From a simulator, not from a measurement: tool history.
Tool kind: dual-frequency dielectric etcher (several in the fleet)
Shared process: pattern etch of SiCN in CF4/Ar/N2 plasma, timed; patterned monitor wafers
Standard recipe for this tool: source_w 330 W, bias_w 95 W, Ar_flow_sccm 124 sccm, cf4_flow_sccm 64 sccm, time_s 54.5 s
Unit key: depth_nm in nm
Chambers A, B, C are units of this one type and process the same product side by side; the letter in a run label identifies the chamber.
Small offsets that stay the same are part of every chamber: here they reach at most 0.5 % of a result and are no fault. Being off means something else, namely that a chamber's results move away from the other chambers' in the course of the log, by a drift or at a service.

| run | hour | source_w | bias_w | Ar_flow_sccm | cf4_flow_sccm | time_s | hours since the last wet clean | hours since the last source power generator calibration | hours since the last bias power generator calibration | hours since the last Ar flow controller change | hours since the last CF4 flow controller change | read-back reference wafer on the same gauge, depth_nm | depth_nm |
|---|---|---|---|---|---|---|---|---|---|---|---|---|---|
| 1A | 9.7 | 330 | 95 | 124 | 64 | 54.5 | 160.4 | 184.5 | 1064.5 | 752.9 | 715.9 | 45.299 | 37.973 |
| 2B | 16.1 | 330 | 95 | 124 | 64 | 54.5 | 399.0 | 1003.7 | 904.1 | 1561.4 | 36.1 | 45.281 | 38.028 |
| 3C | 24.2 | 330 | 95 | 124 | 64 | 54.5 | 324.1 | 840.8 | 786.3 | 2938.3 | 1527.8 | 45.270 | 37.896 |
| 4B | 31.2 | 330 | 95 | 124 | 64 | 54.5 | 414.1 | 1018.8 | 919.2 | 1576.5 | 51.2 | 45.277 | 37.933 |
| 5C | 36.3 | 330 | 95 | 124 | 64 | 54.5 | 336.2 | 852.9 | 798.4 | 2950.4 | 1539.9 | 45.282 | 37.925 |
| 6A | 44.7 | 330 | 95 | 124 | 64 | 54.5 | 195.4 | 219.5 | 1099.5 | 787.9 | 750.9 | 45.262 | 38.000 |
| 7C | 50.8 | 330 | 95 | 124 | 64 | 54.5 | 350.7 | 867.4 | 812.9 | 2964.9 | 1554.4 | 45.268 | 37.937 |
|  | 55.9 | chamber B: wet clean of the chamber |
| 8A | 59.8 | 330 | 95 | 124 | 64 | 54.5 | 210.5 | 234.6 | 1114.6 | 803.0 | 766.0 | 45.260 | 37.934 |
| 9B | 65.9 | 330 | 95 | 124 | 64 | 54.5 | 10.1 | 1053.5 | 953.9 | 1611.2 | 85.9 | 45.256 | 37.931 |
| 10C | 75.5 | 330 | 95 | 124 | 64 | 54.5 | 375.4 | 892.1 | 837.6 | 2989.6 | 1579.1 | 45.255 | 37.841 |
| 11B | 84.2 | 330 | 114 | 124 | 64 | 54.5 | 28.4 | 1071.8 | 972.2 | 1629.5 | 104.2 | 45.245 | 40.778 |
| 12A | 89.3 | 330 | 114 | 124 | 64 | 54.5 | 240.0 | 264.1 | 1144.1 | 832.5 | 795.5 | 45.242 | 40.690 |
| 13B | 95.4 | 330 | 114 | 124 | 64 | 54.5 | 39.6 | 1083.0 | 983.4 | 1640.7 | 115.4 | 45.231 | 40.745 |
| 14C | 104.5 | 400 | 88 | 124 | 64 | 54.5 | 404.4 | 921.1 | 866.6 | 3018.6 | 1608.1 | 45.222 | 43.394 |
| 15A | 112.0 | 400 | 88 | 124 | 64 | 54.5 | 262.7 | 286.8 | 1166.8 | 855.2 | 818.2 | 45.220 | 43.554 |
| 16C | 120.9 | 400 | 88 | 124 | 64 | 54.5 | 420.8 | 937.5 | 883.0 | 3035.0 | 1624.5 | 45.217 | 43.379 |
| 17B | 127.9 | 330 | 95 | 124 | 64 | 54.5 | 72.1 | 1115.5 | 1015.9 | 1673.2 | 147.9 | 45.211 | 37.902 |
| 18A | 134.2 | 330 | 95 | 124 | 64 | 54.5 | 284.9 | 309.0 | 1189.0 | 877.4 | 840.4 | 45.212 | 37.901 |
| 19A | 143.0 | 330 | 95 | 124 | 64 | 54.5 | 293.7 | 317.8 | 1197.8 | 886.2 | 849.2 | 45.206 | 37.859 |
| 20B | 147.9 | 330 | 95 | 124 | 64 | 54.5 | 92.1 | 1135.5 | 1035.9 | 1693.2 | 167.9 | 45.188 | 37.925 |
|  | 151.0 | chamber C: CF4 flow controller replaced |
| 21C | 153.5 | 330 | 95 | 124 | 64 | 54.5 | 453.4 | 970.1 | 915.6 | 3067.6 | 2.5 | 45.196 | 37.898 |
| 22A | 158.5 | 330 | 95 | 124 | 64 | 54.5 | 309.2 | 333.3 | 1213.3 | 901.7 | 864.7 | 45.182 | 37.840 |
| 23B | 164.3 | 330 | 95 | 124 | 64 | 54.5 | 108.5 | 1151.9 | 1052.3 | 1709.6 | 184.3 | 45.179 | 37.917 |
| 24C | 173.4 | 330 | 95 | 102 | 64 | 54.5 | 473.3 | 990.0 | 935.5 | 3087.5 | 22.4 | 45.186 | 38.774 |
| 25A | 179.1 | 330 | 95 | 102 | 64 | 54.5 | 329.8 | 353.9 | 1233.9 | 922.3 | 885.3 | 45.167 | 38.879 |
| 26C | 185.4 | 330 | 95 | 102 | 64 | 54.5 | 485.3 | 1002.0 | 947.5 | 3099.5 | 34.4 | 45.175 | 38.747 |
| 27B | 194.7 | 330 | 95 | 124 | 64 | 54.5 | 138.9 | 1182.3 | 1082.7 | 1740.0 | 214.7 | 45.155 | 37.941 |
| 28B | 200.7 | 330 | 95 | 124 | 64 | 54.5 | 144.9 | 1188.3 | 1088.7 | 1746.0 | 220.7 | 45.172 | 37.888 |
| 29A | 208.2 | 330 | 95 | 124 | 64 | 54.5 | 358.9 | 383.0 | 1263.0 | 951.4 | 914.4 | 45.148 | 37.765 |
| 30C | 216.8 | 330 | 95 | 124 | 64 | 54.5 | 516.7 | 1033.4 | 978.9 | 3130.9 | 65.8 | 45.144 | 37.761 |
| 31B | 224.3 | 330 | 95 | 124 | 64 | 54.5 | 168.5 | 1211.9 | 1112.3 | 1769.6 | 244.3 | 45.135 | 37.903 |
| 32C | 233.2 | 330 | 95 | 124 | 64 | 54.5 | 533.1 | 1049.8 | 995.3 | 3147.3 | 82.2 | 45.122 | 37.767 |
| 33A | 243.0 | 330 | 95 | 152 | 64 | 54.5 | 393.7 | 417.8 | 1297.8 | 986.2 | 949.2 | 45.133 | 36.836 |
| 34B | 252.3 | 330 | 95 | 152 | 64 | 54.5 | 196.5 | 1239.9 | 1140.3 | 1797.6 | 272.3 | 45.120 | 36.795 |
| 35C | 259.7 | 330 | 95 | 152 | 64 | 54.5 | 559.6 | 1076.3 | 1021.8 | 3173.8 | 108.7 | 45.117 | 36.763 |
| 36A | 264.3 | 330 | 95 | 124 | 64 | 54.5 | 415.0 | 439.1 | 1319.1 | 1007.5 | 970.5 | 45.112 | 37.857 |
| 37B | 272.0 | 330 | 95 | 124 | 64 | 54.5 | 216.2 | 1259.6 | 1160.0 | 1817.3 | 292.0 | 45.094 | 37.853 |
| 38A | 280.6 | 330 | 95 | 124 | 64 | 54.5 | 431.3 | 455.4 | 1335.4 | 1023.8 | 986.8 | 45.106 | 37.823 |

Which is it: a chamber that has drifted or been left off by a service, a gauge drift common to all chambers, or only each chamber's usual small offset? If a chamber is off, name it and its likeliest cause.

The gauge drifts, so all chambers seem to drift together. No chamber is off.
Likeliest cause: gauge reads low (%) = 0.447.
